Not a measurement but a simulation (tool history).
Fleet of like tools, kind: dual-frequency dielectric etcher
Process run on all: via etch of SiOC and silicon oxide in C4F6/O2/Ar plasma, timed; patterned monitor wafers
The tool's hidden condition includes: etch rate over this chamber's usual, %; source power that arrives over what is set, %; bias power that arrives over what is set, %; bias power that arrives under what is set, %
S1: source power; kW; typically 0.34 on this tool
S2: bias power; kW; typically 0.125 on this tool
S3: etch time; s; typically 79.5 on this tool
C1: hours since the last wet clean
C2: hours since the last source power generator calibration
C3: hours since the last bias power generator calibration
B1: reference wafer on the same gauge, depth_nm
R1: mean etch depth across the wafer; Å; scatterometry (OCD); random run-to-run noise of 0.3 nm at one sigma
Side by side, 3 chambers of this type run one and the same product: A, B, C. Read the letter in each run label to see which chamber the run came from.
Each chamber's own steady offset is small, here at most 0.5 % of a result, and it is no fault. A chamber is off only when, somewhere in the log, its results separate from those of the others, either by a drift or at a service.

Run 1A, hour 4.4: usual settings; C1 579.2; C2 1664.6; C3 522.6; B1 78.965. Result: R1 755.1 Å.
Run 2C, hour 6.7: usual settings; C1 298.2; C2 179.3; C3 3053.8; B1 78.879. Result: R1 748.27 Å.
Run 3B, hour 10.8: usual settings; C1 35.3; C2 890.1; C3 1984.3; B1 78.957. Result: R1 751.23 Å.
Run 4A, hour 13.2: usual settings; C1 588; C2 1673.4; C3 531.4; B1 78.907. Result: R1 754.16 Å.
Run 5C, hour 17.1: usual settings; C1 308.6; C2 189.7; C3 3064.2; B1 78.894. Result: R1 748.21 Å.
Run 6B, hour 20.6: usual settings; C1 45.1; C2 899.9; C3 1994.1; B1 78.93. Result: R1 748.69 Å.
Run 7C, hour 23.8: usual settings; C1 315.3; C2 196.4; C3 3070.9; B1 78.917. Result: R1 742.54 Å.
Run 8A, hour 27.4: usual settings; C1 602.2; C2 1687.6; C3 545.6; B1 78.902. Result: R1 756.33 Å.
At hour 30.3: chamber A: wet clean of the chamber.
Run 9B, hour 31.1: usual settings; C1 55.6; C2 910.4; C3 2004.6; B1 78.882. Result: R1 745.53 Å.
Run 10A, hour 33.4: usual settings; C1 3.2; C2 1693.6; C3 551.6; B1 78.879. Result: R1 757.68 Å.
Run 11C, hour 37.4: usual settings; C1 328.9; C2 210; C3 3084.5; B1 78.889. Result: R1 748.1 Å.
Run 12B, hour 42.1: usual settings; C1 66.6; C2 921.4; C3 2015.6; B1 78.934. Result: R1 751.49 Å.
Run 13C, hour 46.6: usual settings; C1 338.1; C2 219.2; C3 3093.7; B1 78.93. Result: R1 743.46 Å.
Run 14A, hour 51.1: usual settings; C1 20.9; C2 1711.3; C3 569.3; B1 78.963. Result: R1 749.9 Å.
Run 15B, hour 55.9: usual settings; C1 80.4; C2 935.2; C3 2029.4; B1 78.852. Result: R1 750.64 Å.
Run 16C, hour 58.8: usual settings but S1 0.38 kW; C1 350.3; C2 231.4; C3 3105.9; B1 78.912. Result: R1 787.41 Å.
Run 17B, hour 61.6: usual settings but S1 0.38 kW; C1 86.1; C2 940.9; C3 2035.1; B1 78.973. Result: R1 784.07 Å.
Run 18A, hour 65.2: usual settings but S1 0.38 kW; C1 35; C2 1725.4; C3 583.4; B1 78.882. Result: R1 790.91 Å.
Run 19C, hour 68.2: usual settings; C1 359.7; C2 240.8; C3 3115.3; B1 78.896. Result: R1 745.48 Å.
Run 20B, hour 70.5: usual settings; C1 95; C2 949.8; C3 2044; B1 78.913. Result: R1 751.11 Å.
Run 21A, hour 74: usual settings; C1 43.8; C2 1734.2; C3 592.2; B1 78.92. Result: R1 750.04 Å.
Run 22B, hour 78.4: usual settings but S3 94 s; C1 102.9; C2 957.7; C3 2051.9; B1 78.929. Result: R1 887.03 Å.
Run 23A, hour 83: usual settings but S3 94 s; C1 52.8; C2 1743.2; C3 601.2; B1 78.939. Result: R1 898.83 Å.
Run 24C, hour 87.2: usual settings but S3 94 s; C1 378.7; C2 259.8; C3 3134.3; B1 78.877. Result: R1 887.5 Å.
Run 25A, hour 90: usual settings; C1 59.8; C2 1750.2; C3 608.2; B1 78.941. Result: R1 755.18 Å.
Run 26B, hour 93.3: usual settings; C1 117.8; C2 972.6; C3 2066.8; B1 78.974. Result: R1 749.28 Å.
Run 27C, hour 97.1: usual settings; C1 388.6; C2 269.7; C3 3144.2; B1 78.898. Result: R1 751.48 Å.
Run 28B, hour 101.8: usual settings; C1 126.3; C2 981.1; C3 2075.3; B1 78.912. Result: R1 747.19 Å.
Run 29A, hour 105.3: usual settings but S1 0.29 kW; C1 75.1; C2 1765.5; C3 623.5; B1 78.855. Result: R1 701.05 Å.
Run 30C, hour 108: usual settings but S1 0.29 kW; C1 399.5; C2 280.6; C3 3155.1; B1 78.912. Result: R1 701.55 Å.
Run 31A, hour 111.2: usual settings but S1 0.29 kW; C1 81; C2 1771.4; C3 629.4; B1 78.882. Result: R1 705.79 Å.
Run 32C, hour 114: usual settings; C1 405.5; C2 286.6; C3 3161.1; B1 78.847. Result: R1 748.99 Å.
Run 33B, hour 116.6: usual settings but S1 0.3 kW; C1 141.1; C2 995.9; C3 2090.1; B1 78.804. Result: R1 714.61 Å.
Run 34C, hour 121.4: usual settings but S1 0.3 kW; C1 412.9; C2 294; C3 3168.5; B1 78.827. Result: R1 708.85 Å.
Run 35B, hour 124.5: usual settings but S1 0.3 kW; C1 149; C2 1003.8; C3 2098; B1 78.903. Result: R1 715.5 Å.
Run 36A, hour 129.2: usual settings; C1 99; C2 1789.4; C3 647.4; B1 78.872. Result: R1 748.37 Å.
Run 37C, hour 133.5: usual settings; C1 425; C2 306.1; C3 3180.6; B1 78.838. Result: R1 749.49 Å.
Run 38B, hour 136.2: usual settings; C1 160.7; C2 1015.5; C3 2109.7; B1 78.93. Result: R1 751.05 Å.
Run 39A, hour 141.3: usual settings; C1 111.1; C2 1801.5; C3 659.5; B1 78.85. Result: R1 757.52 Å.
Run 40B, hour 146.4: usual settings; C1 170.9; C2 1025.7; C3 2119.9; B1 78.849. Result: R1 749.91 Å.

Read the log: is a single chamber off, either drifting away or since a service, is the gauge that measures every chamber drifting, or is nothing wrong beyond small per-chamber offsets? Name any odd chamber and what most likely caused it.

The fleet is healthy, with each chamber sitting at its usual small offset and no drift in the gauge.
